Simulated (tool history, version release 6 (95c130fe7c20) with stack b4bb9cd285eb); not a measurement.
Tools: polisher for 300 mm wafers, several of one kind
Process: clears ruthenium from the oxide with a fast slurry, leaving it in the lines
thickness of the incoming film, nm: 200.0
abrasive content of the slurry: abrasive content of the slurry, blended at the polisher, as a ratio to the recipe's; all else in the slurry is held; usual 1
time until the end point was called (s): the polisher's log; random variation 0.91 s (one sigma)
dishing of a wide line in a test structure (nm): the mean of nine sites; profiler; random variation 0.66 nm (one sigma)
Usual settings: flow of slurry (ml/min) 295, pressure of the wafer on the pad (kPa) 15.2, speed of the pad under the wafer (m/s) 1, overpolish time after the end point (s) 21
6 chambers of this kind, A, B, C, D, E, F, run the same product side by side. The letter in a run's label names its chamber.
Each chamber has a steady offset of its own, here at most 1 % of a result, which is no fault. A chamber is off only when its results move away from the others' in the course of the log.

| run | hour | flow of slurry (ml/min) | pressure of the wafer on the pad (kPa) | speed of the pad under the wafer (m/s) | abrasive content of the slurry | overpolish time after the end point (s) | wafers polished on this pad | hours since the slurry nozzle was cleaned | hours since the head pressure was calibrated | hours since the slurry blender was calibrated | time until the end point was called (s) | dishing of a wide line in a test structure (nm) |
|---|---|---|---|---|---|---|---|---|---|---|---|---|
| 1E | 6.2 | 295 | 15.2 | 1 | 1 | 21 | 149 | 93.6 | 645.9 | 169.8 | 55.986 | 60.047 |
|  | 6.5 | chamber C: slurry blender recalibrated |
| 2A | 16.3 | 295 | 15.2 | 1 | 1 | 21 | 924 | 540.4 | 1557 | 111.1 | 57.976 | 59.238 |
|  | 29.3 | chamber A: head pressure recalibrated |
| 3C | 30.1 | 295 | 15.2 | 1 | 1 | 21 | 1068 | 274.3 | 295.8 | 23.7 | 56.779 | 60.885 |
| 4D | 41.5 | 295 | 15.2 | 1 | 1 | 21 | 565 | 85.1 | 149.4 | 186.4 | 56.179 | 59.893 |
| 5B | 54 | 295 | 15.2 | 1 | 1 | 21 | 555 | 365 | 170.1 | 76.7 | 57.092 | 59.434 |
| 6F | 63.5 | 295 | 15.2 | 1 | 1 | 21 | 664 | 73.4 | 450 | 235 | 55.667 | 59.545 |
|  | 72.8 | chamber C: worn pad replaced by a new one |
| 7B | 72.8 | 295 | 11 | 0.7 | 1 | 21 | 670 | 383.8 | 188.9 | 95.5 | 109.26 | 32.654 |
| 8C | 79.1 | 295 | 11 | 0.7 | 1 | 21 | 38 | 323.3 | 344.8 | 72.7 | 111.78 | 32.768 |
|  | 87.1 | chamber E: worn pad replaced by a new one |
| 9F | 87.1 | 295 | 11 | 0.7 | 1 | 21 | 808 | 97 | 473.6 | 258.6 | 110.09 | 32.578 |
|  | 93.7 | chamber B: slurry blender recalibrated |
| 10A | 96.4 | 295 | 11 | 0.7 | 1 | 21 | 1416 | 620.5 | 67.1 | 191.2 | 113.24 | 30.696 |
|  | 105.4 | chamber F: worn pad replaced by a new one |
|  | 105.4 | chamber A: worn pad replaced by a new one |
| 11E | 108.1 | 295 | 11 | 0.7 | 1 | 21 | 129 | 195.5 | 747.8 | 271.7 | 108.09 | 32.079 |
| 12D | 118.8 | 295 | 11 | 0.7 | 1 | 21 | 1040 | 162.4 | 226.7 | 263.7 | 110.16 | 31.872 |
|  | 128.6 | chamber B: worn pad replaced by a new one |
| 13F | 132.5 | 295 | 15.2 | 1 | 1 | 21 | 166 | 142.4 | 519 | 304 | 55.738 | 60.605 |
|  | 135.6 | chamber F: head pressure recalibrated |
|  | 137.7 | chamber D: worn pad replaced by a new one |
|  | 142.6 | chamber B: slurry nozzle cleaned |
| 14B | 146 | 295 | 15.2 | 1 | 1 | 21 | 107 | 3.5 | 262.1 | 52.4 | 54.8 | 60.327 |
|  | 154.2 | chamber C: slurry nozzle cleaned |
|  | 154.9 | chamber E: slurry nozzle cleaned |
| 15D | 159.6 | 215 | 15.2 | 1 | 1 | 21 | 134 | 203.2 | 267.5 | 304.5 | 57.076 | 58.75 |
| 16A | 166.7 | 215 | 15.2 | 1 | 1 | 21 | 376 | 690.8 | 137.4 | 261.5 | 62.355 | 54.772 |
|  | 171.6 | chamber C: head pressure recalibrated |
| 17C | 176.1 | 215 | 15.2 | 1 | 1 | 21 | 633 | 22 | 4.6 | 169.7 | 57.689 | 56.571 |
|  | 182.7 | chamber E: worn pad replaced by a new one |
| 18E | 183.5 | 215 | 15.2 | 1 | 1 | 21 | 5 | 28.7 | 823.2 | 347.1 | 60.299 | 57.518 |
| 19B | 195.5 | 215 | 15.2 | 1 | 1 | 21 | 410 | 53 | 311.6 | 101.9 | 58.708 | 59.183 |
|  | 195.6 | chamber F: slurry blender recalibrated |
| 20A | 207.4 | 215 | 15.2 | 1 | 1 | 21 | 625 | 731.5 | 178.1 | 302.2 | 61.973 | 54.74 |
|  | 214 | chamber B: slurry blender recalibrated |
| 21E | 217.4 | 295 | 15.2 | 1 | 1 | 21 | 213 | 62.6 | 857.1 | 381 | 56.198 | 58.928 |
| 22C | 228.6 | 295 | 15.2 | 1 | 1 | 21 | 956 | 74.5 | 57.1 | 222.2 | 57.351 | 59.637 |
| 23F | 240.3 | 295 | 15.2 | 1 | 1 | 21 | 828 | 250.2 | 104.7 | 44.8 | 56.948 | 60.41 |
|  | 247.4 | chamber E: slurry blender recalibrated |
|  | 248.8 | chamber F: worn pad replaced by a new one |
| 24D | 248.9 | 295 | 15.2 | 1 | 1 | 21 | 682 | 292.5 | 356.8 | 393.8 | 57.313 | 59.309 |
|  | 253.1 | chamber B: worn pad replaced by a new one |
|  | 256.4 | chamber A: slurry nozzle cleaned |
| 25E | 258.2 | 295 | 15.2 | 1 | 1 | 21 | 463 | 103.4 | 897.9 | 10.8 | 55.46 | 59.615 |
| 26C | 267.7 | 295 | 15.2 | 1 | 1 | 21 | 1195 | 113.6 | 96.2 | 261.3 | 56.785 | 59.681 |
| 27F | 276.4 | 295 | 15.2 | 1 | 1 | 21 | 169 | 286.3 | 140.8 | 80.9 | 56.871 | 59.932 |
|  | 279.5 | chamber E: worn pad replaced by a new one |
| 28A | 287.2 | 295 | 15.2 | 1 | 1 | 21 | 1115 | 30.9 | 257.9 | 382 | 62.226 | 54.178 |
|  | 290.8 | chamber C: slurry blender recalibrated |
|  | 292.2 | chamber D: worn pad replaced by a new one |
| 29B | 293.7 | 295 | 15.2 | 1 | 1 | 21 | 249 | 151.2 | 409.8 | 79.7 | 57.345 | 60.513 |
| 30D | 307.1 | 295 | 15.2 | 1 | 1.15 | 21 | 91 | 350.7 | 415 | 452 | 53.764 | 63.875 |
|  | 309.3 | chamber C: worn pad replaced by a new one |
|  | 311.9 | chamber D: slurry blender recalibrated |
| 31C | 315 | 295 | 15.2 | 1 | 1.15 | 21 | 35 | 160.9 | 143.5 | 24.2 | 53.394 | 62.224 |
|  | 316.9 | chamber A: worn pad replaced by a new one |
|  | 326 | chamber B: slurry blender recalibrated |
| 32B | 327.7 | 295 | 15.2 | 1 | 1.15 | 21 | 457 | 185.2 | 443.8 | 1.7 | 53.9 | 64.476 |
| 33E | 336 | 295 | 15.2 | 1 | 1.15 | 21 | 346 | 181.2 | 975.7 | 88.6 | 54.245 | 62.25 |
| 34F | 345.2 | 295 | 15.2 | 1 | 1.15 | 21 | 591 | 355.1 | 209.6 | 149.7 | 51.99 | 62.994 |
| 35A | 353.9 | 295 | 15.2 | 1 | 1.15 | 21 | 227 | 97.6 | 324.6 | 448.7 | 59.507 | 55.779 |
| 36D | 364.5 | 295 | 15.2 | 1 | 1 | 21 | 443 | 408.1 | 472.4 | 52.6 | 54.518 | 60.463 |
| 37C | 378.2 | 295 | 15.2 | 1 | 1 | 21 | 422 | 224.1 | 206.7 | 87.4 | 57.551 | 60.506 |
| 38A | 386.1 | 295 | 15.2 | 1 | 1 | 21 | 424 | 129.8 | 356.8 | 480.9 | 66.236 | 50.67 |
|  | 393.9 | chamber B: worn pad replaced by a new one |
| 39F | 395.4 | 295 | 15.2 | 1 | 1 | 21 | 899 | 405.3 | 259.8 | 199.9 | 55.745 | 60.844 |
|  | 402.9 | chamber E: slurry nozzle cleaned |
|  | 403.8 | chamber E: worn pad replaced by a new one |
| 40D | 404.3 | 295 | 15.2 | 1 | 1 | 21 | 687 | 447.9 | 512.2 | 92.4 | 55.709 | 59.735 |
| 41B | 411.3 | 355 | 15.2 | 1 | 1 | 12 | 107 | 268.8 | 527.4 | 85.3 | 56.585 | 36.205 |
| 42E | 423 | 355 | 15.2 | 1 | 1 | 12 | 117 | 20.2 | 1062.7 | 175.6 | 57.026 | 36.477 |

Is one chamber off against the others, does the gauge drift, or is nothing wrong? If a chamber is off, say which, and what the likeliest cause is.

Chamber A drifts away from the others.
Cause: abrasive missing from the slurry, % = 31.7.

Here are 4 candidates for chamber A's next run, each the usual settings with a change, their results left as question marks. Which one brings its results back in line with what the others give on the usual settings?
In line means no further than this from the other chambers' mean on the usual settings: time until the end point was called (s) 3.2; dishing of a wide line in a test structure (nm) 2.3
| 43A-1 | 432.9 | 295 | 14.5 | 0.96 | 1 | 21 |  |  |  |  | ? | ? |
| 43A-2 | 432.9 | 295 | 13.8 | 0.94 | 0.95 | 21 |  |  |  |  | ? | ? |
| 43A-3 | 432.9 | 295 | 15.9 | 1.04 | 1 | 21 |  |  |  |  | ? | ? |
| 43A-4 | 432.9 | 295 | 16.5 | 1.08 | 1.05 | 21 |  |  |  |  | ? | ? |

The other chambers' mean on the usual settings: time until the end point was called (s) 56.607; dishing of a wide line in a test structure (nm) 59.831
| run | time until the end point was called (s) | dishing of a wide line in a test structure (nm) |
|---|---|---|
| 43A-1 | 74.519 | 46.115 |
| 43A-2 | 82.333 | 42.114 |
| 43A-3 | 62.652 | 53.885 |
| 43A-4 | 56.229 | 59.284 |
43A-4 brings the chamber back in line.
